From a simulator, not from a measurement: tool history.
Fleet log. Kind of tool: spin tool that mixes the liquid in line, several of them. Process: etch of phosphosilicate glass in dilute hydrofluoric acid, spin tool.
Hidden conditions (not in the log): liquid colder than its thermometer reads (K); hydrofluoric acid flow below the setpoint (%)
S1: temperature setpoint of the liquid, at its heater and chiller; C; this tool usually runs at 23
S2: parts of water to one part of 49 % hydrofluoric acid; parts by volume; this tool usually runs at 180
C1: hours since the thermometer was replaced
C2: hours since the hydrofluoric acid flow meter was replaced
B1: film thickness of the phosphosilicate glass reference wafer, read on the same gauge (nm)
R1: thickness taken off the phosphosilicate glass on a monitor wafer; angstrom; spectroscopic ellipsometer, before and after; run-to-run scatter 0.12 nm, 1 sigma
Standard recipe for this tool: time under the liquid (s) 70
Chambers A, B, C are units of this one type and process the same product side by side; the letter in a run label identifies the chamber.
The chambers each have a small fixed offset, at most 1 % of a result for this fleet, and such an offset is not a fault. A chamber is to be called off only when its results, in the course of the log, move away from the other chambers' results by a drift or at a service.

{"run": "1B", "hour": 4.7, "S1": 23, "S2": 180, "time under the liquid (s)": 70, "C1": 708, "C2": 524.6, "B1": 130, "R1": 211.85}
{"run": "2C", "hour": 10.2, "S1": 23, "S2": 180, "time under the liquid (s)": 70, "C1": 373.7, "C2": 920.5, "B1": 129.98, "R1": 213.41}
{"run": "3A", "hour": 14.4, "S1": 23, "S2": 180, "time under the liquid (s)": 70, "C1": 81.1, "C2": 197.3, "B1": 130.01, "R1": 210.68}
{"run": "4C", "hour": 21.4, "S1": 23, "S2": 180, "time under the liquid (s)": 70, "C1": 384.9, "C2": 931.7, "B1": 129.97, "R1": 212.95}
{"run": "5A", "hour": 26.3, "S1": 23, "S2": 180, "time under the liquid (s)": 70, "C1": 93, "C2": 209.2, "B1": 130.01, "R1": 210.67}
{"run": "6B", "hour": 33.8, "S1": 23, "S2": 180, "time under the liquid (s)": 70, "C1": 737.1, "C2": 553.7, "B1": 130, "R1": 215.21}
{"run": "7A", "hour": 40.3, "S1": 23, "S2": 180, "time under the liquid (s)": 70, "C1": 107, "C2": 223.2, "B1": 129.97, "R1": 210.1}
{"run": "8B", "hour": 46.9, "S1": 23, "S2": 180, "time under the liquid (s)": 70, "C1": 750.2, "C2": 566.8, "B1": 130.04, "R1": 213.28}
{"run": "9C", "hour": 54.9, "S1": 23, "S2": 180, "time under the liquid (s)": 70, "C1": 418.4, "C2": 965.2, "B1": 130.02, "R1": 209.54}
{"run": "10B", "hour": 59.7, "S1": 23, "S2": 180, "time under the liquid (s)": 70, "C1": 763, "C2": 579.6, "B1": 129.97, "R1": 214.51}
{"run": "11A", "hour": 66.3, "S1": 23, "S2": 180, "time under the liquid (s)": 70, "C1": 133, "C2": 249.2, "B1": 130, "R1": 211.06}
{"run": "12C", "hour": 74.9, "S1": 23, "S2": 180, "time under the liquid (s)": 70, "C1": 438.4, "C2": 985.2, "B1": 129.98, "R1": 207.75}
{"run": "13A", "hour": 82.3, "S1": 23, "S2": 180, "time under the liquid (s)": 70, "C1": 149, "C2": 265.2, "B1": 130.01, "R1": 213.62}
{"run": "14B", "hour": 86.4, "S1": 23, "S2": 180, "time under the liquid (s)": 70, "C1": 789.7, "C2": 606.3, "B1": 130.02, "R1": 213.93}
{"run": "15C", "hour": 93.4, "S1": 23, "S2": 180, "time under the liquid (s)": 70, "C1": 456.9, "C2": 1003.7, "B1": 130.01, "R1": 206.11}
{"run": "16A", "hour": 101.8, "S1": 23, "S2": 180, "time under the liquid (s)": 70, "C1": 168.5, "C2": 284.7, "B1": 130.04, "R1": 213.99}
{"run": "17B", "hour": 109.3, "S1": 23, "S2": 180, "time under the liquid (s)": 70, "C1": 812.6, "C2": 629.2, "B1": 129.96, "R1": 212.54}
{"run": "18C", "hour": 115.6, "S1": 27.5, "S2": 95, "time under the liquid (s)": 70, "C1": 479.1, "C2": 1025.9, "B1": 130.02, "R1": 510.81}
{"run": "19B", "hour": 122.6, "S1": 27.5, "S2": 95, "time under the liquid (s)": 70, "C1": 825.9, "C2": 642.5, "B1": 129.97, "R1": 520}
{"run": "20C", "hour": 127.1, "S1": 27.5, "S2": 95, "time under the liquid (s)": 70, "C1": 490.6, "C2": 1037.4, "B1": 130.03, "R1": 509.7}
{"run": "21A", "hour": 136.3, "S1": 23, "S2": 180, "time under the liquid (s)": 70, "C1": 203, "C2": 319.2, "B1": 130.03, "R1": 212.22}
{"run": "22C", "hour": 144.6, "S1": 23, "S2": 180, "time under the liquid (s)": 70, "C1": 508.1, "C2": 1054.9, "B1": 130.02, "R1": 204.48}
{"run": "23B", "hour": 153.1, "S1": 18.5, "S2": 180, "time under the liquid (s)": 35, "C1": 856.4, "C2": 673, "B1": 130.01, "R1": 90.256}
{"run": "24A", "hour": 161.8, "S1": 18.5, "S2": 180, "time under the liquid (s)": 35, "C1": 228.5, "C2": 344.7, "B1": 130.03, "R1": 88.795}
{"run": "25B", "hour": 169.1, "S1": 18.5, "S2": 180, "time under the liquid (s)": 35, "C1": 872.4, "C2": 689, "B1": 129.98, "R1": 90.238}
{"run": "26C", "hour": 178.3, "S1": 27.5, "S2": 180, "time under the liquid (s)": 40, "C1": 541.8, "C2": 1088.6, "B1": 130.01, "R1": 133.94}
{"run": "27A", "hour": 186.9, "S1": 27.5, "S2": 180, "time under the liquid (s)": 40, "C1": 253.6, "C2": 369.8, "B1": 130.01, "R1": 143.25}
{"run": "28A", "hour": 194.8, "S1": 27.5, "S2": 180, "time under the liquid (s)": 40, "C1": 261.5, "C2": 377.7, "B1": 130.04, "R1": 142.75}
{"run": "29C", "hour": 200.1, "S1": 23, "S2": 180, "time under the liquid (s)": 70, "C1": 563.6, "C2": 1110.4, "B1": 129.98, "R1": 199.62}
{"run": "30B", "hour": 205.6, "S1": 23, "S2": 180, "time under the liquid (s)": 70, "C1": 908.9, "C2": 725.5, "B1": 129.99, "R1": 212.65}
{"run": "31B", "hour": 210.0, "S1": 23, "S2": 180, "time under the liquid (s)": 70, "C1": 913.3, "C2": 729.9, "B1": 130.02, "R1": 215.78}
{"run": "32C", "hour": 218.8, "S1": 23, "S2": 180, "time under the liquid (s)": 70, "C1": 582.3, "C2": 1129.1, "B1": 130, "R1": 198.75}
{"run": "33A", "hour": 227.4, "S1": 27, "S2": 105, "time under the liquid (s)": 70, "C1": 294.1, "C2": 410.3, "B1": 129.97, "R1": 468.8}

What goes on in this fleet: one chamber off, a drifting gauge, or nothing beyond the chambers' own small offsets? Name the chamber and the cause, if any.

One chamber, C, drifts off from the rest bit by bit.
Likeliest cause: liquid colder than its thermometer reads (K) = 2.05.
It could be hard to tell apart here from: hydrofluoric acid flow below the setpoint (%).

Here are 4 candidates for chamber C's next run, each the usual settings with a change, their results left as question marks. Which one brings its results back in line with what the others give on the usual settings?
Counts as in line when no further than this from what the other chambers average on the usual settings: R1 4.2 angstrom
{"run": "34C-1", "hour": 234.1, "S1": 23, "S2": 170, "time under the liquid (s)": 75, "R1": "?"}
{"run": "34C-2", "hour": 234.1, "S1": 23.5, "S2": 180, "time under the liquid (s)": 75, "R1": "?"}
{"run": "34C-3", "hour": 234.1, "S1": 23, "S2": 190, "time under the liquid (s)": 65, "R1": "?"}
{"run": "34C-4", "hour": 234.1, "S1": 21, "S2": 180, "time under the liquid (s)": 70, "R1": "?"}

Average result of the remaining chambers running the usual settings: R1 212.65 angstrom
run=34C-1 R1=224.3
run=34C-2 R1=213.86
run=34C-3 R1=170.58
run=34C-4 R1=181.07
Change 34C-2 lands the chamber within the allowed miss of the other chambers.
